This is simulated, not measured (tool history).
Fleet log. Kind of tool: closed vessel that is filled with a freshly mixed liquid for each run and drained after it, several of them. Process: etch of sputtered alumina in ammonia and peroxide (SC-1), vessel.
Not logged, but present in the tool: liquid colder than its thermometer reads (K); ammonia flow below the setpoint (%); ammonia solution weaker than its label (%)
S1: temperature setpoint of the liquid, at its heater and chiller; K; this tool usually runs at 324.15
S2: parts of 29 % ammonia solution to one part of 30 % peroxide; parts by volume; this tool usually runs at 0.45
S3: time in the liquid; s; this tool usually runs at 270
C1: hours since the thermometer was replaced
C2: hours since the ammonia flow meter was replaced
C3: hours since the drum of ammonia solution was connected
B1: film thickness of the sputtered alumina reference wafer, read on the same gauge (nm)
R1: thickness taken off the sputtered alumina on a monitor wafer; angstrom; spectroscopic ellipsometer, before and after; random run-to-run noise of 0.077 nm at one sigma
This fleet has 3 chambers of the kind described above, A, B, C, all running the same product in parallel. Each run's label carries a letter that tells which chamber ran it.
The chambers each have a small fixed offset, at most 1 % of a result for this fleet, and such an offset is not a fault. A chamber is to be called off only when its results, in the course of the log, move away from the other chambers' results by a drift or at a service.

Run 1C, hour 3.0: usual settings; C1 1169.5; C2 1196.7; C3 95.5; B1 40.016. Result: R1 121.020 angstrom.
Run 2A, hour 6.2: usual settings; C1 1036.7; C2 734.1; C3 259.0; B1 39.989. Result: R1 119.960 angstrom.
Run 3B, hour 10.3: usual settings; C1 233.7; C2 477.9; C3 164.4; B1 40.010. Result: R1 119.520 angstrom.
Run 4A, hour 15.7: usual settings; C1 1046.2; C2 743.6; C3 268.5; B1 39.980. Result: R1 118.570 angstrom.
Run 5B, hour 20.4: usual settings but S1 316.65 K, S3 400 s; C1 243.8; C2 488.0; C3 174.5; B1 40.035. Result: R1 116.270 angstrom.
Run 6C, hour 22.9: usual settings but S1 316.65 K, S3 400 s; C1 1189.4; C2 1216.6; C3 115.4; B1 40.009. Result: R1 116.790 angstrom.
Run 7B, hour 26.0: usual settings but S1 316.65 K, S3 400 s; C1 249.4; C2 493.6; C3 180.1; B1 40.000. Result: R1 116.460 angstrom.
Run 8A, hour 29.3: usual settings; C1 1059.8; C2 757.2; C3 282.1; B1 39.995. Result: R1 119.300 angstrom.
Run 9C, hour 32.0: usual settings; C1 1198.5; C2 1225.7; C3 124.5; B1 39.970. Result: R1 119.840 angstrom.
Run 10B, hour 35.7: usual settings; C1 259.1; C2 503.3; C3 189.8; B1 39.999. Result: R1 119.040 angstrom.
Run 11A, hour 40.6: usual settings; C1 1071.1; C2 768.5; C3 293.4; B1 39.998. Result: R1 117.890 angstrom.
Run 12C, hour 45.9: usual settings; C1 1212.4; C2 1239.6; C3 138.4; B1 40.012. Result: R1 120.830 angstrom.
Run 13C, hour 49.8: usual settings; C1 1216.3; C2 1243.5; C3 142.3; B1 40.026. Result: R1 119.060 angstrom.
Run 14B, hour 53.9: usual settings; C1 277.3; C2 521.5; C3 208.0; B1 39.964. Result: R1 118.370 angstrom.
Run 15A, hour 56.9: usual settings; C1 1087.4; C2 784.8; C3 309.7; B1 40.007. Result: R1 116.260 angstrom.
Run 16B, hour 62.4: usual settings; C1 285.8; C2 530.0; C3 216.5; B1 39.988. Result: R1 118.760 angstrom.
Run 17C, hour 66.6: usual settings but S2 0.50 parts by volume; C1 1233.1; C2 1260.3; C3 159.1; B1 39.993. Result: R1 120.330 angstrom.
Run 18A, hour 69.1: usual settings but S2 0.50 parts by volume; C1 1099.6; C2 797.0; C3 321.9; B1 39.982. Result: R1 117.060 angstrom.
Run 19B, hour 74.6: usual settings but S2 0.50 parts by volume; C1 298.0; C2 542.2; C3 228.7; B1 39.973. Result: R1 120.430 angstrom.
Run 20A, hour 78.9: usual settings; C1 1109.4; C2 806.8; C3 331.7; B1 39.976. Result: R1 115.730 angstrom.
Run 21C, hour 83.7: usual settings but S2 0.60 parts by volume, S3 405 s; C1 1250.2; C2 1277.4; C3 176.2; B1 40.040. Result: R1 183.860 angstrom.
Run 22A, hour 86.3: usual settings but S2 0.60 parts by volume, S3 405 s; C1 1116.8; C2 814.2; C3 339.1; B1 40.003. Result: R1 178.240 angstrom.
Run 23B, hour 89.3: usual settings but S2 0.60 parts by volume, S3 405 s; C1 312.7; C2 556.9; C3 243.4; B1 39.982. Result: R1 183.980 angstrom.
Run 24C, hour 92.9: usual settings; C1 1259.4; C2 1286.6; C3 185.4; B1 39.975. Result: R1 120.050 angstrom.
Run 25C, hour 97.2: usual settings; C1 1263.7; C2 1290.9; C3 189.7; B1 39.957. Result: R1 120.660 angstrom.
Run 26B, hour 100.7: usual settings; C1 324.1; C2 568.3; C3 254.8; B1 39.995. Result: R1 119.120 angstrom.
Run 27A, hour 106.3: usual settings; C1 1136.8; C2 834.2; C3 359.1; B1 39.985. Result: R1 114.230 angstrom.
Run 28A, hour 111.8: usual settings; C1 1142.3; C2 839.7; C3 364.6; B1 40.005. Result: R1 113.100 angstrom.
Run 29B, hour 115.3: usual settings; C1 338.7; C2 582.9; C3 269.4; B1 39.993. Result: R1 120.330 angstrom.
Run 30C, hour 120.4: usual settings but S2 0.55 parts by volume, S3 360 s; C1 1286.9; C2 1314.1; C3 212.9; B1 40.002. Result: R1 164.130 angstrom.
Run 31B, hour 125.6: usual settings but S2 0.55 parts by volume, S3 360 s; C1 349.0; C2 593.2; C3 279.7; B1 39.981. Result: R1 161.090 angstrom.

Decide between three cases: one chamber stands off from its peers, the gauge reading all wafers drifts, or nothing is wrong past each chamber's small offset. Where a chamber is off, say which and what most likely put it there.

Little by little, chamber A moves away from the other chambers.
Likeliest cause: liquid colder than its thermometer reads (K) = 0.85.

Here are 4 candidates for chamber A's next run, each the usual settings with a change, their results left as question marks. Which one brings its results back in line with what the others give on the usual settings?
A result is in line if it is within this distance of the other chambers' mean on the usual settings: R1 2.700 angstrom
Run 32A-1, hour 129.6: usual settings but S1 323.65 K, S3 265 s. Result: R1 ?.
Run 32A-2, hour 129.6: usual settings but S1 324.65 K, S3 275 s. Result: R1 ?.
Run 32A-3, hour 129.6: usual settings but S3 265 s. Result: R1 ?.
Run 32A-4, hour 129.6: usual settings but S3 275 s. Result: R1 ?.

The mean the other chambers reach with the usual settings: R1 119.450 angstrom
  run       R1
32A-1  107.880
32A-2  118.400
32A-3  110.950
32A-4  115.130
32A-2 is the one that brings the chamber's results back in line with the other chambers.
